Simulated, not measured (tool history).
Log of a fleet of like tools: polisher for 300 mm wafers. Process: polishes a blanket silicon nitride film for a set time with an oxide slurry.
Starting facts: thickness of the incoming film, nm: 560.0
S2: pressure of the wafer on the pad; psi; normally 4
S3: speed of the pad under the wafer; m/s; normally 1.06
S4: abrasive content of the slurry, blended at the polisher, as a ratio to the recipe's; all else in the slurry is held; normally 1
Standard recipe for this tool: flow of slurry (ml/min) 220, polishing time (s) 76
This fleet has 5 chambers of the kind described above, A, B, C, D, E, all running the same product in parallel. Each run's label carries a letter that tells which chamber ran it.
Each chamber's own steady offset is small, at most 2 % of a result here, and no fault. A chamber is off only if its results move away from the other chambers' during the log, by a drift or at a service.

run 1A day=0.312 | flow_of_slurry_(ml/min)=220 S2=4 S3=1.06 S4=1 polishing_time_(s)=76 | film_removed_(angstrom)=561.28
-- day=0.388 chamber D: worn pad replaced by a new one
-- day=0.446 chamber D: slurry blender recalibrated
run 2D day=0.6 | flow_of_slurry_(ml/min)=220 S2=4 S3=1.06 S4=1 polishing_time_(s)=76 | film_removed_(angstrom)=552.16
run 3E day=0.846 | flow_of_slurry_(ml/min)=220 S2=4 S3=1.06 S4=1 polishing_time_(s)=76 | film_removed_(angstrom)=567.73
-- day=1.071 chamber A: slurry blender recalibrated
run 4B day=1.075 | flow_of_slurry_(ml/min)=220 S2=4 S3=1.06 S4=1 polishing_time_(s)=76 | film_removed_(angstrom)=557.38
-- day=1.308 chamber B: worn pad replaced by a new one
run 5C day=1.308 | flow_of_slurry_(ml/min)=220 S2=4 S3=1.06 S4=1 polishing_time_(s)=76 | film_removed_(angstrom)=552.09
run 6B day=1.546 | flow_of_slurry_(ml/min)=220 S2=3 S3=1.2 S4=1 polishing_time_(s)=76 | film_removed_(angstrom)=464.47
-- day=1.808 chamber C: worn pad replaced by a new one
-- day=1.867 chamber E: worn pad replaced by a new one
run 7E day=1.912 | flow_of_slurry_(ml/min)=220 S2=3 S3=1.2 S4=1 polishing_time_(s)=76 | film_removed_(angstrom)=474.57
-- day=2.079 chamber B: slurry nozzle cleaned
run 8C day=2.183 | flow_of_slurry_(ml/min)=220 S2=3 S3=1.2 S4=1 polishing_time_(s)=76 | film_removed_(angstrom)=475.77
run 9D day=2.362 | flow_of_slurry_(ml/min)=220 S2=3 S3=1.2 S4=1 polishing_time_(s)=76 | film_removed_(angstrom)=463.64
run 10A day=2.7 | flow_of_slurry_(ml/min)=220 S2=3 S3=1.2 S4=1 polishing_time_(s)=76 | film_removed_(angstrom)=458.49
-- day=2.8 chamber D: worn pad replaced by a new one
run 11E day=2.883 | flow_of_slurry_(ml/min)=220 S2=4 S3=1.06 S4=1 polishing_time_(s)=76 | film_removed_(angstrom)=570.23
run 12A day=3.129 | flow_of_slurry_(ml/min)=220 S2=4 S3=1.06 S4=1 polishing_time_(s)=76 | film_removed_(angstrom)=552.3
run 13D day=3.475 | flow_of_slurry_(ml/min)=220 S2=4 S3=1.06 S4=1 polishing_time_(s)=76 | film_removed_(angstrom)=560.73
run 14C day=3.821 | flow_of_slurry_(ml/min)=220 S2=4 S3=1.06 S4=1 polishing_time_(s)=76 | film_removed_(angstrom)=554.97
-- day=3.879 chamber A: slurry nozzle cleaned
-- day=3.996 chamber D: slurry nozzle cleaned
run 15B day=4.175 | flow_of_slurry_(ml/min)=220 S2=4.8 S3=0.8 S4=1 polishing_time_(s)=76 | film_removed_(angstrom)=535.82
-- day=4.238 chamber E: worn pad replaced by a new one
-- day=4.467 chamber B: worn pad replaced by a new one
run 16B day=4.496 | flow_of_slurry_(ml/min)=220 S2=4.8 S3=0.8 S4=1 polishing_time_(s)=76 | film_removed_(angstrom)=534.12
-- day=4.504 chamber B: slurry blender recalibrated
-- day=4.538 chamber D: conditioning disc replaced and pad reconditioned
-- day=4.688 chamber C: worn pad replaced by a new one
run 17C day=4.754 | flow_of_slurry_(ml/min)=220 S2=4.8 S3=0.8 S4=1 polishing_time_(s)=76 | film_removed_(angstrom)=533.72
run 18D day=5.021 | flow_of_slurry_(ml/min)=220 S2=4.8 S3=0.8 S4=1 polishing_time_(s)=76 | film_removed_(angstrom)=530.34
-- day=5.158 chamber D: worn pad replaced by a new one
run 19A day=5.338 | flow_of_slurry_(ml/min)=220 S2=4.8 S3=0.8 S4=1 polishing_time_(s)=76 | film_removed_(angstrom)=504.66
-- day=5.346 chamber A: conditioning disc replaced and pad reconditioned
run 20E day=5.642 | flow_of_slurry_(ml/min)=220 S2=4 S3=1.06 S4=1 polishing_time_(s)=76 | film_removed_(angstrom)=566.57
run 21D day=5.933 | flow_of_slurry_(ml/min)=220 S2=4 S3=1.06 S4=1 polishing_time_(s)=76 | film_removed_(angstrom)=564.02
run 22A day=6.242 | flow_of_slurry_(ml/min)=220 S2=4 S3=1.06 S4=1 polishing_time_(s)=76 | film_removed_(angstrom)=535.27
-- day=6.392 chamber E: worn pad replaced by a new one
run 23E day=6.475 | flow_of_slurry_(ml/min)=220 S2=4 S3=1.06 S4=1 polishing_time_(s)=76 | film_removed_(angstrom)=565.12
-- day=6.671 chamber C: conditioning disc replaced and pad reconditioned
run 24B day=6.688 | flow_of_slurry_(ml/min)=220 S2=4 S3=1.06 S4=1 polishing_time_(s)=76 | film_removed_(angstrom)=564.89
run 25C day=6.867 | flow_of_slurry_(ml/min)=220 S2=4 S3=1.06 S4=1 polishing_time_(s)=76 | film_removed_(angstrom)=562.68
-- day=7.075 chamber A: slurry blender recalibrated
-- day=7.15 chamber D: worn pad replaced by a new one
run 26B day=7.208 | flow_of_slurry_(ml/min)=220 S2=4 S3=1.06 S4=1 polishing_time_(s)=76 | film_removed_(angstrom)=558.2
run 27A day=7.371 | flow_of_slurry_(ml/min)=220 S2=4 S3=1.06 S4=1 polishing_time_(s)=76 | film_removed_(angstrom)=517.52
-- day=7.525 chamber C: worn pad replaced by a new one
run 28D day=7.654 | flow_of_slurry_(ml/min)=220 S2=4 S3=1.06 S4=1 polishing_time_(s)=76 | film_removed_(angstrom)=551.75
-- day=7.867 chamber B: worn pad replaced by a new one
run 29E day=8.004 | flow_of_slurry_(ml/min)=220 S2=4 S3=1.06 S4=1 polishing_time_(s)=76 | film_removed_(angstrom)=565.93
run 30C day=8.242 | flow_of_slurry_(ml/min)=220 S2=4 S3=1.06 S4=1 polishing_time_(s)=76 | film_removed_(angstrom)=557.8
run 31B day=8.442 | flow_of_slurry_(ml/min)=220 S2=4 S3=1.06 S4=1 polishing_time_(s)=76 | film_removed_(angstrom)=564.18
run 32A day=8.762 | flow_of_slurry_(ml/min)=220 S2=4 S3=1.06 S4=1 polishing_time_(s)=76 | film_removed_(angstrom)=515.55
-- day=8.775 chamber E: slurry blender recalibrated
run 33D day=8.971 | flow_of_slurry_(ml/min)=220 S2=4 S3=1.06 S4=1 polishing_time_(s)=76 | film_removed_(angstrom)=559
-- day=9.038 chamber E: worn pad replaced by a new one
run 34C day=9.204 | flow_of_slurry_(ml/min)=220 S2=4 S3=1.06 S4=1 polishing_time_(s)=76 | film_removed_(angstrom)=559.75
-- day=9.292 chamber E: conditioning disc replaced and pad reconditioned
run 35E day=9.504 | flow_of_slurry_(ml/min)=220 S2=4 S3=1.06 S4=1 polishing_time_(s)=76 | film_removed_(angstrom)=558.89
run 36C day=9.704 | flow_of_slurry_(ml/min)=220 S2=4 S3=1.06 S4=1 polishing_time_(s)=76 | film_removed_(angstrom)=561.38

Is one chamber out of step, is the gauge drifting, or do the chambers differ by no more than their own small offsets? For an off chamber, give its letter and the likeliest cause.

It is chamber A that slowly wanders off from its peers.
What lies behind it: removal rate lost through wear of the pad, % = 9.47.
The log may not tell that from: head's pressure below its setpoint, %.

Here are 4 candidates for chamber A's next run, each the usual settings with a change, their results left as question marks. Which one brings its results back in line with what the others give on the usual settings?
In line here means within this much of the mean the other chambers give on the usual settings: film removed (angstrom) 14
run 37A-1 day=9.971 | flow_of_slurry_(ml/min)=220 S2=4.5 S3=1.16 S4=1 polishing_time_(s)=76 | film_removed_(angstrom)=?
run 37A-2 day=9.971 | flow_of_slurry_(ml/min)=215 S2=4 S3=0.84 S4=1 polishing_time_(s)=76 | film_removed_(angstrom)=?
run 37A-3 day=9.971 | flow_of_slurry_(ml/min)=220 S2=4 S3=1.06 S4=1.25 polishing_time_(s)=76 | film_removed_(angstrom)=?
run 37A-4 day=9.971 | flow_of_slurry_(ml/min)=220 S2=3.9 S3=1.02 S4=1 polishing_time_(s)=73 | film_removed_(angstrom)=?

Mean of the other chambers on the usual settings: film removed (angstrom) 560.94
run=37A-1 film_removed_(angstrom)=610.17
run=37A-2 film_removed_(angstrom)=418.52
run=37A-3 film_removed_(angstrom)=556.5
run=37A-4 film_removed_(angstrom)=459.18
With 37A-3, the chamber falls back in line with the rest.
